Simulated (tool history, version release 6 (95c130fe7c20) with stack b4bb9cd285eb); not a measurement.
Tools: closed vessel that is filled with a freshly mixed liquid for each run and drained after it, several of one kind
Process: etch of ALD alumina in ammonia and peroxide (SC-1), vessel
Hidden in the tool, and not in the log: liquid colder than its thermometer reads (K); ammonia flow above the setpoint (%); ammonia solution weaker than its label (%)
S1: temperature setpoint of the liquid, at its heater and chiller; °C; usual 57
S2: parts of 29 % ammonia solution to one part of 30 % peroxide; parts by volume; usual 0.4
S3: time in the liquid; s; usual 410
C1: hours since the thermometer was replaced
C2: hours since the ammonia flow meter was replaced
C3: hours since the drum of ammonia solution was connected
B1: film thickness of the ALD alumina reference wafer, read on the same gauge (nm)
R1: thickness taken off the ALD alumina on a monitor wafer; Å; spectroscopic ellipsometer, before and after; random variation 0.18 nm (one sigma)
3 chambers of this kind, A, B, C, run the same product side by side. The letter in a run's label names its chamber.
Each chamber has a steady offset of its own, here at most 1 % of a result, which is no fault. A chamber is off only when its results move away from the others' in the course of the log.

run	hour	S1	S2	S3	C1	C2	C3	B1	R1
1A	3.6	57	0.4	410	809.4	360.2	304.3	89.968	244.04
2C	6	57	0.4	410	147.8	540.7	417.6	89.968	246.31
3B	9.8	57	0.4	410	1727	351.2	389.9	90.02	249.78
4A	12	57	0.4	410	817.8	368.6	312.7	89.993	245.98
5B	15.4	57	0.4	410	1732.6	356.8	395.5	89.974	247.26
6C	17.7	57	0.4	410	159.5	552.4	429.3	90.007	244.52
7C	20.3	57	0.4	410	162.1	555	431.9	90.014	248.79
8A	23.3	57	0.4	410	829.1	379.9	324	89.988	249.54
9B	25.8	57	0.4	410	1743	367.2	405.9	90.009	249.61
10C	28.2	57	0.4	410	170	562.9	439.8	90	247.67
11B	30.6	57	0.4	410	1747.8	372	410.7	90.01	249.03
12A	32.6	57	0.4	410	838.4	389.2	333.3	89.95	245.29
13A	35.2	57	0.4	410	841	391.8	335.9	90.013	245.77
14C	38.1	60.5	0.4	410	179.9	572.8	449.7	89.995	292.8
15B	40.5	60.5	0.4	410	1757.7	381.9	420.6	89.971	301.46
16A	43.6	60.5	0.4	410	849.4	400.2	344.3	90.035	293.86
17C	47.2	57	0.4	410	189	581.9	458.8	90.006	243.84
18B	49.4	57	0.4	410	1766.6	390.8	429.5	89.983	251.16
19C	52.6	57	0.4	410	194.4	587.3	464.2	90.017	243.97
20A	54.7	57	0.4	410	860.5	411.3	355.4	90.001	242.27
21B	58	57	0.4	410	1775.2	399.4	438.1	90.043	247.58
22A	60.5	57	0.4	410	866.3	417.1	361.2	89.975	237.26
23C	63.4	57	0.4	410	205.2	598.1	475	89.989	245.81
24B	66	57	0.4	410	1783.2	407.4	446.1	89.999	246.94
25B	68.7	57	0.4	410	1785.9	410.1	448.8	90.013	250.63
26A	70.6	57	0.5	635	876.4	427.2	371.3	90.015	371.6
27C	74.3	57	0.5	635	216.1	609	485.9	89.992	391.59
28C	78.3	57	0.5	635	220.1	613	489.9	90.01	388.58
29A	80.7	57	0.4	410	886.5	437.3	381.4	90.016	230.78
30B	83.8	57	0.4	410	1801	425.2	463.9	89.955	246.53
31B	86.9	57	0.4	410	1804.1	428.3	467	89.971	250.45

Is one chamber off against the others, does the gauge drift, or is nothing wrong? If a chamber is off, say which, and what the likeliest cause is.

Chamber A drifts away from the others.
Cause: liquid colder than its thermometer reads (K) = 1.53.

Here are 4 candidates for chamber A's next run, each the usual settings with a change, their results left as question marks. Which one brings its results back in line with what the others give on the usual settings?
In line means no further than this from the other chambers' mean on the usual settings: R1 6.1 Å
32A-1	90	56.5	0.4	390					?
32A-2	90	57	0.4	355					?
32A-3	90	59.5	0.4	410					?
32A-4	90	57	0.4	445					?

The other chambers' mean on the usual settings: R1 247.01 Å
run	R1
32A-1	211.15
32A-2	197.36
32A-3	259.91
32A-4	247.4
32A-4 brings the chamber back in line.
